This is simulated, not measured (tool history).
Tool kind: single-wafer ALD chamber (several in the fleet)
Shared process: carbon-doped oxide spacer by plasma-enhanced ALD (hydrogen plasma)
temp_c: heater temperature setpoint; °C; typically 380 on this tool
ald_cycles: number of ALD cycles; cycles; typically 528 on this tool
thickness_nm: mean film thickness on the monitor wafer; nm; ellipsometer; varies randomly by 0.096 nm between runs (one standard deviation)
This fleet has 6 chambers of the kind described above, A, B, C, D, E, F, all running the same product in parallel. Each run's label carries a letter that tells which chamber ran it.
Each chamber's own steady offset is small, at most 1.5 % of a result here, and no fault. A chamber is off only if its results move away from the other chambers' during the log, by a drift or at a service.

run	day	temp_c	ald_cycles	hours since the last thermocouple change	read-back reference wafer on the same gauge, thickness_nm	thickness_nm
1F	0.379	380	528	1491.1	28.473	26.295
2A	0.929	380	528	789	28.507	26.386
3C	1.325	380	528	1472.7	28.519	26.429
4D	1.754	380	528	705	28.515	26.245
5B	2.096	380	528	317.4	28.489	26.546
6E	2.554	380	528	163.4	28.493	26.753
7F	2.908	380	528	1551.8	28.501	26.31
8E	3.221	380	528	179.4	28.522	26.654
9B	3.592	380	528	353.3	28.493	26.618
10A	3.904	380	528	860.4	28.495	26.289
11D	4.329	368	597	766.8	28.479	29.945
12C	4.838	368	597	1557	28.5	29.637
13C	5.488	368	597	1572.6	28.519	29.898
14E	5.958	368	597	245.1	28.519	30.184
15F	6.3	368	597	1633.2	28.489	29.735
16D	6.908	368	597	828.7	28.502	29.819
17A	7.217	380	528	939.9	28.504	26.376
18B	7.588	380	528	449.2	28.505	26.381
19F	8.162	380	528	1677.9	28.528	26.158
20E	8.8	380	528	313.3	28.489	26.811
21D	9.162	380	528	882.8	28.505	26.247
22B	9.646	380	528	498.6	28.518	26.467
23C	9.958	380	528	1679.9	28.495	26.322
24A	10.529	380	528	1019.4	28.49	26.526
25E	11.083	380	528	368.1	28.517	26.712
26A	11.45	392	528	1041.5	28.514	26.5
27B	11.833	392	528	551.1	28.504	26.445
# day 12.2: chamber D: thermocouple changed; heater temperature recalibrated
28C	12.446	392	528	1739.6	28.48	26.315
29F	12.95	392	528	1792.8	28.48	26.223
30D	13.275	392	528	25.9	28.52	26.338
31D	13.775	392	528	37.9	28.504	26.523
# day 14.092: chamber F: thermocouple changed; heater temperature recalibrated
32B	14.117	380	615	605.9	28.512	30.704
33A	14.758	380	615	1120.9	28.482	30.857
34C	15.117	380	615	1803.7	28.499	30.76
35F	15.442	380	615	32.5	28.496	30.736
36E	15.767	380	615	480.5	28.508	31.13
37E	16.221	380	615	491.4	28.496	31.243
38A	16.583	380	528	1164.7	28.531	26.422
39F	17.108	380	528	72.5	28.489	26.418
40C	17.725	380	528	1866.3	28.509	26.267
41B	18.192	385	528	703.7	28.514	26.449
42D	18.808	385	528	158.7	28.512	26.361
43D	19.262	385	528	169.6	28.509	26.44
44F	19.838	385	528	138	28.523	26.274

Next, every chamber runs the same settings. What will each give?
45A	20.317	380	528			?
45B	20.317	380	528			?
45C	20.317	380	528			?
45D	20.317	380	528			?
45E	20.317	380	528			?
45F	20.317	380	528			?

run	thickness_nm
45A	26.312
45B	26.417
45C	26.359
45D	26.348
45E	26.742
45F	26.234
